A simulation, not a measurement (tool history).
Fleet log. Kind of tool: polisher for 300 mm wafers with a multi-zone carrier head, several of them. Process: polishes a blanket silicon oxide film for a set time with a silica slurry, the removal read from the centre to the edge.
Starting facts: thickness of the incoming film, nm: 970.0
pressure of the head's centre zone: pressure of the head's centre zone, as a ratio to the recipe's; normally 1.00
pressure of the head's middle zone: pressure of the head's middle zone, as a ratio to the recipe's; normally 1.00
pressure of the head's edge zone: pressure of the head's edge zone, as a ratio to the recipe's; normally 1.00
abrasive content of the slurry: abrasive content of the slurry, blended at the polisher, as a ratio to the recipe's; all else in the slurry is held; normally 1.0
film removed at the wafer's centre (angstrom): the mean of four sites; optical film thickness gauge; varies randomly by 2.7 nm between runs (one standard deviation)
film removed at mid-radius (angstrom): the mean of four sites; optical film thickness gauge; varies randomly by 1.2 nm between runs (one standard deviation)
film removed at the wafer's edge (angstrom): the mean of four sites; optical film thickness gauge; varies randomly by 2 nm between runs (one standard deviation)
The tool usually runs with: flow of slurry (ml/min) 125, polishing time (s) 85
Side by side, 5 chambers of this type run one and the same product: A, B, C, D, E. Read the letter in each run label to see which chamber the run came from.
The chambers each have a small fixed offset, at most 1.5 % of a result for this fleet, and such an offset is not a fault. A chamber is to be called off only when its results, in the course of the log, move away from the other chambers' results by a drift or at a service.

run	hour	flow of slurry (ml/min)	pressure of the head's centre zone	pressure of the head's middle zone	pressure of the head's edge zone	abrasive content of the slurry	polishing time (s)	film removed at the wafer's centre (angstrom)	film removed at mid-radius (angstrom)	film removed at the wafer's edge (angstrom)
# hour 4.2: chamber B: worn pad replaced by a new one
# hour 6.8: chamber A: centre zone pressure recalibrated
1A	9.4	125	1.00	1.00	1.00	1.0	85	1918.0	1984.8	1980.8
2C	21.0	125	1.00	1.00	1.00	1.0	85	2040.3	1989.6	1971.2
# hour 22.1: chamber C: centre zone pressure recalibrated
3B	32.1	125	1.00	1.00	1.00	1.0	85	1975.9	1971.8	1938.7
# hour 35.2: chamber D: worn pad replaced by a new one
# hour 37.2: chamber A: worn pad replaced by a new one
4D	41.7	125	1.00	1.00	1.00	1.0	85	2011.2	1978.6	1986.8
# hour 45.9: chamber E: worn pad replaced by a new one
5E	47.6	110	1.00	1.00	1.09	1.0	85	1920.0	1934.8	2005.4
# hour 49.8: chamber C: worn pad replaced by a new one
6E	56.7	110	1.00	1.00	1.09	1.0	85	1926.6	1929.7	1997.3
7D	63.2	110	1.00	1.00	1.09	1.0	85	1914.2	1921.0	1978.4
# hour 69.9: chamber B: worn pad replaced by a new one
8B	70.8	110	1.00	1.00	1.09	1.0	85	1883.2	1935.4	2051.7
9A	77.1	110	1.00	1.00	1.09	1.0	85	1913.2	1923.6	2016.6
10C	86.5	125	1.00	1.00	1.00	1.0	85	2013.5	1975.8	1963.0
# hour 96.4: chamber A: worn pad replaced by a new one
11E	97.0	125	0.89	1.00	1.00	1.0	85	1722.4	1995.2	1969.7
12B	108.6	125	0.89	1.00	1.00	1.0	85	1695.3	1999.5	1971.0
# hour 115.1: chamber E: worn pad replaced by a new one
13D	116.2	125	0.89	1.00	1.00	1.0	85	1706.3	1996.5	1966.6
14A	123.4	125	0.89	1.00	1.00	1.0	85	1729.8	1983.6	1987.8
# hour 124.8: chamber C: worn pad replaced by a new one
15C	132.0	125	0.89	1.00	1.00	1.0	85	1719.7	1962.9	1960.0
16C	139.1	125	1.00	1.00	1.00	1.0	85	1993.7	1982.5	1975.2
# hour 143.7: chamber B: worn pad replaced by a new one
17A	147.7	125	1.00	1.04	1.00	1.0	85	1987.5	2028.6	1958.1
# hour 155.3: chamber A: worn pad replaced by a new one
18B	156.0	125	1.00	1.04	1.00	1.0	85	1924.2	2038.9	1982.9
# hour 163.4: chamber D: worn pad replaced by a new one
19E	167.1	125	1.00	1.04	1.00	1.0	85	1977.7	2039.3	1947.0
# hour 173.7: chamber A: edge zone pressure recalibrated
20D	177.3	125	1.00	1.04	1.00	1.0	85	2012.9	2065.3	1979.5
# hour 184.2: chamber E: worn pad replaced by a new one
21A	187.9	125	1.00	1.04	1.00	1.0	85	1915.4	2039.3	1948.8
22E	195.3	125	1.00	1.00	1.00	1.0	85	2025.1	1997.8	2003.3
# hour 195.5: chamber C: worn pad replaced by a new one
23C	203.9	125	1.00	1.00	1.00	1.0	85	1950.5	1995.4	1970.5
# hour 206.1: chamber B: worn pad replaced by a new one
24D	209.0	125	1.00	1.00	1.00	1.0	85	1977.8	1988.8	2012.5
# hour 216.8: chamber A: worn pad replaced by a new one
25B	217.6	125	1.00	1.00	1.00	1.0	85	1917.8	1992.6	1986.9
26C	223.2	125	1.00	1.00	1.00	1.0	85	1956.8	1977.4	1977.7
# hour 228.4: chamber B: edge zone pressure recalibrated
27B	230.1	125	1.00	1.00	0.91	0.8	85	1672.3	1779.4	1719.9
28A	240.2	125	1.00	1.00	0.91	0.8	85	1776.0	1744.1	1676.9
# hour 244.9: chamber E: worn pad replaced by a new one
29E	250.1	125	1.00	1.00	0.91	0.8	85	1759.3	1796.6	1669.6
30D	257.7	125	1.00	1.00	0.91	0.8	85	1791.6	1762.5	1696.4
# hour 260.2: chamber C: worn pad replaced by a new one
31B	263.2	125	1.00	1.00	0.91	0.8	85	1647.0	1778.5	1697.5
# hour 267.4: chamber B: worn pad replaced by a new one
32C	269.4	125	1.00	1.00	1.00	1.0	85	2010.1	1998.3	1960.2
# hour 273.6: chamber A: worn pad replaced by a new one
33A	275.0	125	1.00	1.00	1.00	1.0	85	1960.4	1957.4	1965.6
34E	280.3	125	1.00	1.00	1.00	1.0	85	1942.7	1998.2	2005.7
35D	289.1	125	1.00	1.00	1.00	1.1	85	2037.3	2083.8	2068.2
36B	295.2	125	1.00	1.00	1.00	1.1	85	1922.0	2046.3	2094.7
# hour 301.4: chamber E: worn pad replaced by a new one
# hour 302.7: chamber D: worn pad replaced by a new one
37E	303.6	125	1.00	1.00	1.00	1.1	85	2071.3	2114.4	2060.8
38A	313.9	125	1.00	1.00	1.00	1.1	85	2049.9	2056.5	2059.5
# hour 316.9: chamber C: slurry nozzle cleaned
39C	324.1	125	1.00	1.00	1.00	1.1	85	2140.5	2049.3	2065.7
40D	331.2	125	1.00	1.00	1.00	1.0	85	1966.7	1998.0	2006.7

For the next run the whole fleet of 5 chambers uses the same settings. Give each chamber's results:
41A	339.5	125	1.00	1.00	1.00	1.0	85	?	?	?
41B	339.5	125	1.00	1.00	1.00	1.0	85	?	?	?
41C	339.5	125	1.00	1.00	1.00	1.0	85	?	?	?
41D	339.5	125	1.00	1.00	1.00	1.0	85	?	?	?
41E	339.5	125	1.00	1.00	1.00	1.0	85	?	?	?

run	film removed at the wafer's centre (angstrom)	film removed at mid-radius (angstrom)	film removed at the wafer's edge (angstrom)
41A	1952.2	1961.7	1976.0
41B	1699.7	1960.9	1952.8
41C	2005.6	1980.8	1937.9
41D	1931.5	1997.9	1980.6
41E	1966.7	1998.0	2012.9
